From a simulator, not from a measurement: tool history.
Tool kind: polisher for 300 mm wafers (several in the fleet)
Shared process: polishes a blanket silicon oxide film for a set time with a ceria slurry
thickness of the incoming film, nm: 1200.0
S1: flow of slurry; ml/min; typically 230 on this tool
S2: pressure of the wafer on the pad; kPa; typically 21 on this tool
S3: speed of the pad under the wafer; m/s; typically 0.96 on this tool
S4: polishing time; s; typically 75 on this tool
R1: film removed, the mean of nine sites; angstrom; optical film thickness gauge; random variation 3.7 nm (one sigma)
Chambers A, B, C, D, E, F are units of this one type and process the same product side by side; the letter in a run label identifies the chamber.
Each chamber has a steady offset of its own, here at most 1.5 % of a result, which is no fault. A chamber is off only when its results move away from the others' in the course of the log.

run,hour,S1,S2,S3,S4,R1
1E,2.5,230,21,0.96,75,2993.7
# hour 2.7: chamber A: slurry nozzle cleaned
# hour 6.2: chamber B: worn pad replaced by a new one
2A,6.6,230,21,0.96,75,3049.7
3D,11.0,230,21,0.96,75,3041.3
4F,16.2,230,21,0.96,75,2979.0
# hour 17.7: chamber C: slurry nozzle cleaned
5C,19.3,230,21,0.96,75,2995.4
# hour 22.8: chamber D: head pressure recalibrated
6B,23.0,230,21,0.96,75,3016.0
7E,28.5,230,21,0.96,75,3046.9
8F,33.9,230,21,0.96,75,2968.9
9A,38.1,230,21,0.96,75,2945.9
# hour 39.4: chamber D: worn pad replaced by a new one
10B,41.1,230,21,0.80,88,2936.3
11D,45.5,230,21,0.80,88,2958.9
12C,50.1,230,21,0.80,88,2950.7
# hour 50.7: chamber E: worn pad replaced by a new one
13E,55.2,230,21,0.80,88,2906.9
14C,60.8,230,21,0.80,88,2978.6
15D,65.3,230,21,0.80,88,2938.6
# hour 67.2: chamber B: worn pad replaced by a new one
16F,68.3,230,21,0.96,75,2967.9
17B,71.8,230,21,0.96,75,3030.4
# hour 75.2: chamber F: worn pad replaced by a new one
18A,77.0,230,21,0.96,75,3017.6
# hour 77.9: chamber D: slurry nozzle cleaned
19A,81.0,230,21,0.96,75,3006.3
20E,85.4,230,21,0.96,75,3032.5
21D,88.9,230,21,0.96,75,2929.2
# hour 93.1: chamber D: worn pad replaced by a new one
22B,94.1,230,21,0.96,75,3018.7
23F,98.1,230,21,0.96,75,2930.1
# hour 100.9: chamber A: worn pad replaced by a new one
24C,103.3,230,21,0.96,75,3013.6
25E,107.1,230,21,0.96,75,2998.2
# hour 109.5: chamber C: worn pad replaced by a new one
26B,111.0,230,21,0.96,75,3033.9
27D,113.5,230,21,0.96,75,3061.5
28C,118.2,230,21,0.96,75,2973.0
# hour 121.2: chamber B: worn pad replaced by a new one
29F,121.3,230,21,0.96,75,2827.7
30A,124.8,230,21,0.96,75,3041.5
31F,128.7,230,21,0.96,75,2826.6
# hour 130.7: chamber E: worn pad replaced by a new one
32B,132.9,230,21,0.96,75,3058.1
33A,137.9,230,21,0.96,75,3020.8
# hour 140.2: chamber D: worn pad replaced by a new one
34D,141.9,230,21,0.96,75,2997.3
35C,146.8,230,21,0.96,75,3014.6
36E,151.5,230,21,0.96,75,3037.7
37D,154.8,230,21,0.96,75,3013.7
38B,158.4,230,21,0.96,75,2995.9
39C,163.2,295,21,0.96,94,3849.3
40A,166.2,295,21,0.96,94,3911.0
41E,170.9,295,21,0.96,94,3759.4

Does one chamber stand apart from the rest, does the shared gauge drift, or is all well apart from small per-chamber offsets? Give the chamber and the most likely cause, where there is one.

Chamber F drifts away from the others.
Likeliest cause: head's pressure below its setpoint, % = 10.8.

Which of the 4 candidates below, each the usual settings with something changed and its results left as question marks, puts chamber F back in line with what the other chambers give on the usual settings?
In line means no further than this from the other chambers' mean on the usual settings: R1 130.0 angstrom
42F-1,175.0,230,19.3,0.88,69,?
42F-2,175.0,230,20.7,1.02,79,?
42F-3,175.0,235,20.7,1.08,84,?
42F-4,175.0,230,20.0,0.92,72,?

Average result of the remaining chambers running the usual settings: R1 3011.5 angstrom
run,R1
42F-1,2103.1
42F-2,2999.8
42F-3,3388.1
42F-4,2379.1
42F-2 puts the chamber back in line with the other chambers.

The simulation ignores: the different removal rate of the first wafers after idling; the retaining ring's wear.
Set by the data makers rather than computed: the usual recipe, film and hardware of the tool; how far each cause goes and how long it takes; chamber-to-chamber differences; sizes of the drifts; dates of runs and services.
